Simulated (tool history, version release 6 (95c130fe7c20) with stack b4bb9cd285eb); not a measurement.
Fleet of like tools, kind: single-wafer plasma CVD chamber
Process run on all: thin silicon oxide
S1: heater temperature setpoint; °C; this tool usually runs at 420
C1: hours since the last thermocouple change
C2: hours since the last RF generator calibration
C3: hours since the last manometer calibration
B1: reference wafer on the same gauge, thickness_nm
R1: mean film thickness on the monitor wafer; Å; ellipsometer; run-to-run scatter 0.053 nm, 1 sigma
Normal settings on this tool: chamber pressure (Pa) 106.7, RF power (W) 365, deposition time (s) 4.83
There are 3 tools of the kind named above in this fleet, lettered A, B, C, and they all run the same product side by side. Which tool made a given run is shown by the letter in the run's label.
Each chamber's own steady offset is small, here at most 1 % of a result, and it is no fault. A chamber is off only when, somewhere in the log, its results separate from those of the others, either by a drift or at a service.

Run 1C, day 0.350: usual settings; C1 374.1; C2 282.9; C3 1377.4; B1 9.0406. Result: R1 94.809 Å.
Run 2B, day 0.838: usual settings; C1 1424.2; C2 612.4; C3 188.6; B1 9.0593. Result: R1 94.411 Å.
Run 3A, day 1.142: usual settings; C1 754.8; C2 276.6; C3 1200.0; B1 9.0438. Result: R1 94.868 Å.
Run 4B, day 1.504: usual settings; C1 1440.2; C2 628.4; C3 204.6; B1 9.0542. Result: R1 95.002 Å.
Run 5A, day 1.988: usual settings; C1 775.1; C2 296.9; C3 1220.3; B1 9.0649. Result: R1 94.834 Å.
Run 6C, day 2.467: usual settings; C1 424.9; C2 333.7; C3 1428.2; B1 9.0430. Result: R1 95.045 Å.
Run 7C, day 2.767: usual settings; C1 432.1; C2 340.9; C3 1435.4; B1 9.0557. Result: R1 95.381 Å.
Run 8B, day 3.246: usual settings but S1 434 °C, chamber pressure (Pa) 132.3; C1 1482.0; C2 670.2; C3 246.4; B1 9.0514. Result: R1 112.320 Å.
Run 9A, day 3.667: usual settings but S1 434 °C, chamber pressure (Pa) 132.3; C1 815.4; C2 337.2; C3 1260.6; B1 9.0477. Result: R1 113.650 Å.
Run 10B, day 3.888: usual settings but S1 434 °C, chamber pressure (Pa) 132.3; C1 1497.4; C2 685.6; C3 261.8; B1 9.0419. Result: R1 112.420 Å.
Run 11C, day 4.283: usual settings; C1 468.5; C2 377.3; C3 1471.8; B1 9.0552. Result: R1 96.628 Å.
Run 12A, day 4.629: usual settings; C1 838.5; C2 360.3; C3 1283.7; B1 9.0468. Result: R1 94.866 Å.
Run 13A, day 4.975: usual settings; C1 846.8; C2 368.6; C3 1292.0; B1 9.0465. Result: R1 95.105 Å.
At day 5.038: chamber A: capacitance manometer re-zeroed and calibrated.
Run 14C, day 5.446: usual settings; C1 496.4; C2 405.2; C3 1499.7; B1 9.0373. Result: R1 95.525 Å.
Run 15B, day 5.750: usual settings; C1 1542.1; C2 730.3; C3 306.5; B1 9.0424. Result: R1 94.796 Å.
Run 16A, day 6.254: usual settings; C1 877.5; C2 399.3; C3 29.2; B1 9.0484. Result: R1 100.520 Å.
Run 17B, day 6.729: usual settings; C1 1565.6; C2 753.8; C3 330.0; B1 9.0511. Result: R1 94.643 Å.
Run 18C, day 7.146: usual settings; C1 537.2; C2 446.0; C3 1540.5; B1 9.0553. Result: R1 96.121 Å.
Run 19A, day 7.488: usual settings; C1 907.1; C2 428.9; C3 58.8; B1 9.0495. Result: R1 100.280 Å.
Run 20B, day 7.996: usual settings; C1 1596.0; C2 784.2; C3 360.4; B1 9.0458. Result: R1 94.787 Å.
Run 21C, day 8.350: usual settings; C1 566.1; C2 474.9; C3 1569.4; B1 9.0488. Result: R1 94.972 Å.
At day 8.388: chamber A: thermocouple changed; heater temperature recalibrated.
Run 22C, day 8.633: usual settings; C1 572.9; C2 481.7; C3 1576.2; B1 9.0597. Result: R1 95.908 Å.
Run 23A, day 9.138: usual settings; C1 18.0; C2 468.5; C3 98.4; B1 9.0522. Result: R1 100.120 Å.
Run 24B, day 9.404: usual settings; C1 1629.8; C2 818.0; C3 394.2; B1 9.0664. Result: R1 94.497 Å.
Run 25C, day 9.746: usual settings; C1 599.6; C2 508.4; C3 1602.9; B1 9.0488. Result: R1 95.948 Å.
Run 26A, day 10.150: usual settings; C1 42.3; C2 492.8; C3 122.7; B1 9.0561. Result: R1 100.390 Å.
Run 27B, day 10.371: usual settings; C1 1653.0; C2 841.2; C3 417.4; B1 9.0414. Result: R1 94.936 Å.
Run 28B, day 10.642: usual settings but RF power (W) 390, deposition time (s) 5.61; C1 1659.5; C2 847.7; C3 423.9; B1 9.0443. Result: R1 112.560 Å.
Run 29A, day 10.900: usual settings but RF power (W) 390, deposition time (s) 5.61; C1 60.3; C2 510.8; C3 140.7; B1 9.0543. Result: R1 118.950 Å.
Run 30C, day 11.208: usual settings but RF power (W) 390, deposition time (s) 5.61; C1 634.7; C2 543.5; C3 1638.0; B1 9.0599. Result: R1 114.900 Å.
Run 31C, day 11.662: usual settings; C1 645.6; C2 554.4; C3 1648.9; B1 9.0457. Result: R1 95.031 Å.
Run 32A, day 12.088: usual settings; C1 88.8; C2 539.3; C3 169.2; B1 9.0522. Result: R1 100.650 Å.

Next, all 3 chambers run the settings below, one line each with question marks for the results. What does each chamber give?
Run 33A, day 12.454: usual settings but RF power (W) 410. Result: R1 ?.
Run 33B, day 12.454: usual settings but RF power (W) 410. Result: R1 ?.
Run 33C, day 12.454: usual settings but RF power (W) 410. Result: R1 ?.

run       R1
33A  103.650
33B   99.630
33C   99.222

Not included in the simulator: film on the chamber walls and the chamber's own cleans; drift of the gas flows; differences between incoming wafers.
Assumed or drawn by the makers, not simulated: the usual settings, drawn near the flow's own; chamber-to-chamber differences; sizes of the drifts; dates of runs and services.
